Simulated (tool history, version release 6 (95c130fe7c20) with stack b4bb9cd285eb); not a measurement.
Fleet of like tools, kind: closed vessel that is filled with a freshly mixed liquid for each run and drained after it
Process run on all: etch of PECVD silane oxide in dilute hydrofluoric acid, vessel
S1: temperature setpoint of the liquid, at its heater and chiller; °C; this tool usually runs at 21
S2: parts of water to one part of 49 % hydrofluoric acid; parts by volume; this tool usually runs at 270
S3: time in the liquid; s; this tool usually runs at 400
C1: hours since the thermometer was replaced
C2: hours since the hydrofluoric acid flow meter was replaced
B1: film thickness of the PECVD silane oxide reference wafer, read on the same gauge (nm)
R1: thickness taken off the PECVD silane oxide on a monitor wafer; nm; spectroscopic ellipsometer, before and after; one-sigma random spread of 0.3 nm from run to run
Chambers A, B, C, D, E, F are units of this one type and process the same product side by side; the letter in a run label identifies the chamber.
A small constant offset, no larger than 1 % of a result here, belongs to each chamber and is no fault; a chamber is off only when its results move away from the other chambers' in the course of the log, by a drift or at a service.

{"run": "1D", "hour": 3.8, "S1": 21, "S2": 270, "S3": 400, "C1": 355.7, "C2": 82.6, "B1": 80.013, "R1": 45.729}
{"run": "2C", "hour": 8.5, "S1": 21, "S2": 270, "S3": 400, "C1": 1335.3, "C2": 414.6, "B1": 80.008, "R1": 46.555}
{"run": "3F", "hour": 12.0, "S1": 21, "S2": 270, "S3": 400, "C1": 750.3, "C2": 283.4, "B1": 80.016, "R1": 45.587}
{"run": "4A", "hour": 14.4, "S1": 21, "S2": 270, "S3": 400, "C1": 1275.3, "C2": 630.4, "B1": 80.006, "R1": 45.064}
{"run": "5E", "hour": 17.8, "S1": 21, "S2": 335, "S3": 180, "C1": 659.1, "C2": 1285.5, "B1": 79.989, "R1": 15.403}
{"run": "6B", "hour": 22.7, "S1": 21, "S2": 335, "S3": 180, "C1": 1211.7, "C2": 930, "B1": 79.972, "R1": 15.695}
{"run": "7A", "hour": 25.5, "S1": 21, "S2": 335, "S3": 180, "C1": 1286.4, "C2": 641.5, "B1": 79.991, "R1": 15.422}
{"run": "8B", "hour": 30.3, "S1": 21, "S2": 335, "S3": 180, "C1": 1219.3, "C2": 937.6, "B1": 80.022, "R1": 15.452}
{"run": "9D", "hour": 34.4, "S1": 21, "S2": 335, "S3": 180, "C1": 386.3, "C2": 113.2, "B1": 80, "R1": 15.551}
{"run": "10F", "hour": 36.9, "S1": 21, "S2": 335, "S3": 180, "C1": 775.2, "C2": 308.3, "B1": 79.988, "R1": 15.594}
{"run": "11E", "hour": 39.3, "S1": 21, "S2": 270, "S3": 400, "C1": 680.6, "C2": 1307, "B1": 79.991, "R1": 45.658}
{"run": "12C", "hour": 44.0, "S1": 21, "S2": 270, "S3": 400, "C1": 1370.8, "C2": 450.1, "B1": 80.012, "R1": 46.333}
{"run": "13E", "hour": 47.0, "S1": 21, "S2": 270, "S3": 400, "C1": 688.3, "C2": 1314.7, "B1": 79.996, "R1": 45.175}
{"run": "14C", "hour": 49.8, "S1": 21, "S2": 270, "S3": 400, "C1": 1376.6, "C2": 455.9, "B1": 80.037, "R1": 46.299}
{"run": "15B", "hour": 53.8, "S1": 21, "S2": 270, "S3": 400, "C1": 1242.8, "C2": 961.1, "B1": 79.998, "R1": 44.974}
{"run": "16A", "hour": 56.7, "S1": 21, "S2": 270, "S3": 400, "C1": 1317.6, "C2": 672.7, "B1": 79.973, "R1": 45.412}
{"run": "17F", "hour": 60.4, "S1": 21, "S2": 270, "S3": 400, "C1": 798.7, "C2": 331.8, "B1": 79.989, "R1": 45.396}
{"run": "18D", "hour": 63.9, "S1": 21, "S2": 270, "S3": 400, "C1": 415.8, "C2": 142.7, "B1": 79.989, "R1": 45.097}
{"run": "19A", "hour": 67.2, "S1": 21, "S2": 270, "S3": 400, "C1": 1328.1, "C2": 683.2, "B1": 79.989, "R1": 45.827}
{"run": "20D", "hour": 70.0, "S1": 21, "S2": 270, "S3": 400, "C1": 421.9, "C2": 148.8, "B1": 80.017, "R1": 45.712}
{"run": "21C", "hour": 72.3, "S1": 21, "S2": 270, "S3": 400, "C1": 1399.1, "C2": 478.4, "B1": 79.994, "R1": 45.812}
{"run": "22B", "hour": 77.4, "S1": 21, "S2": 270, "S3": 400, "C1": 1266.4, "C2": 984.7, "B1": 80.005, "R1": 44.877}
{"run": "23F", "hour": 82.1, "S1": 21, "S2": 270, "S3": 400, "C1": 820.4, "C2": 353.5, "B1": 79.995, "R1": 45.492}
{"hour": 83.7, "done": "chamber C: hydrofluoric acid flow meter replaced"}
{"run": "24E", "hour": 85.2, "S1": 21, "S2": 365, "S3": 560, "C1": 726.5, "C2": 1352.9, "B1": 80.012, "R1": 42.85}
{"run": "25B", "hour": 87.6, "S1": 21, "S2": 365, "S3": 560, "C1": 1276.6, "C2": 994.9, "B1": 79.982, "R1": 41.911}
{"run": "26A", "hour": 91.4, "S1": 21, "S2": 365, "S3": 560, "C1": 1352.3, "C2": 707.4, "B1": 80.006, "R1": 43.39}
{"run": "27F", "hour": 95.1, "S1": 21, "S2": 365, "S3": 560, "C1": 833.4, "C2": 366.5, "B1": 79.984, "R1": 43.147}
{"run": "28C", "hour": 98.6, "S1": 21, "S2": 365, "S3": 560, "C1": 1425.4, "C2": 15, "B1": 80.009, "R1": 43.758}
{"hour": 101.8, "done": "chamber C: thermometer replaced"}
{"run": "29E", "hour": 102.5, "S1": 21, "S2": 365, "S3": 560, "C1": 743.8, "C2": 1370.2, "B1": 79.984, "R1": 43.381}
{"run": "30D", "hour": 105.9, "S1": 21, "S2": 270, "S3": 400, "C1": 457.8, "C2": 184.7, "B1": 80.004, "R1": 45.349}
{"run": "31F", "hour": 108.6, "S1": 21, "S2": 270, "S3": 400, "C1": 846.9, "C2": 380, "B1": 79.995, "R1": 45.356}
{"run": "32D", "hour": 112.0, "S1": 21, "S2": 270, "S3": 400, "C1": 463.9, "C2": 190.8, "B1": 79.999, "R1": 45.948}
{"run": "33A", "hour": 115.8, "S1": 21, "S2": 270, "S3": 400, "C1": 1376.7, "C2": 731.8, "B1": 79.998, "R1": 45.92}
{"run": "34C", "hour": 118.2, "S1": 21, "S2": 270, "S3": 400, "C1": 16.5, "C2": 34.6, "B1": 80.005, "R1": 45.777}
{"run": "35E", "hour": 120.5, "S1": 21, "S2": 330, "S3": 585, "C1": 761.8, "C2": 1388.2, "B1": 79.975, "R1": 51.838}
{"run": "36B", "hour": 124.6, "S1": 21, "S2": 330, "S3": 585, "C1": 1313.6, "C2": 1031.9, "B1": 80.016, "R1": 49.318}
{"run": "37F", "hour": 128.0, "S1": 21, "S2": 330, "S3": 585, "C1": 866.3, "C2": 399.4, "B1": 80.027, "R1": 51.602}
{"run": "38C", "hour": 132.0, "S1": 21, "S2": 330, "S3": 585, "C1": 30.3, "C2": 48.4, "B1": 80.008, "R1": 52.99}
{"run": "39D", "hour": 134.3, "S1": 21, "S2": 330, "S3": 585, "C1": 486.2, "C2": 213.1, "B1": 80.001, "R1": 51.843}
{"run": "40E", "hour": 137.5, "S1": 21, "S2": 330, "S3": 585, "C1": 778.8, "C2": 1405.2, "B1": 79.979, "R1": 50.796}

Next, all 6 chambers run the settings below, one line each with question marks for the results. What does each chamber give?
{"run": "41A", "hour": 141.1, "S1": 19, "S2": 270, "S3": 400, "R1": "?"}
{"run": "41B", "hour": 141.1, "S1": 19, "S2": 270, "S3": 400, "R1": "?"}
{"run": "41C", "hour": 141.1, "S1": 19, "S2": 270, "S3": 400, "R1": "?"}
{"run": "41D", "hour": 141.1, "S1": 19, "S2": 270, "S3": 400, "R1": "?"}
{"run": "41E", "hour": 141.1, "S1": 19, "S2": 270, "S3": 400, "R1": "?"}
{"run": "41F", "hour": 141.1, "S1": 19, "S2": 270, "S3": 400, "R1": "?"}

run=41A R1=42.17
run=41B R1=39.978
run=41C R1=42.599
run=41D R1=42.274
run=41E R1=42.545
run=41F R1=42.014
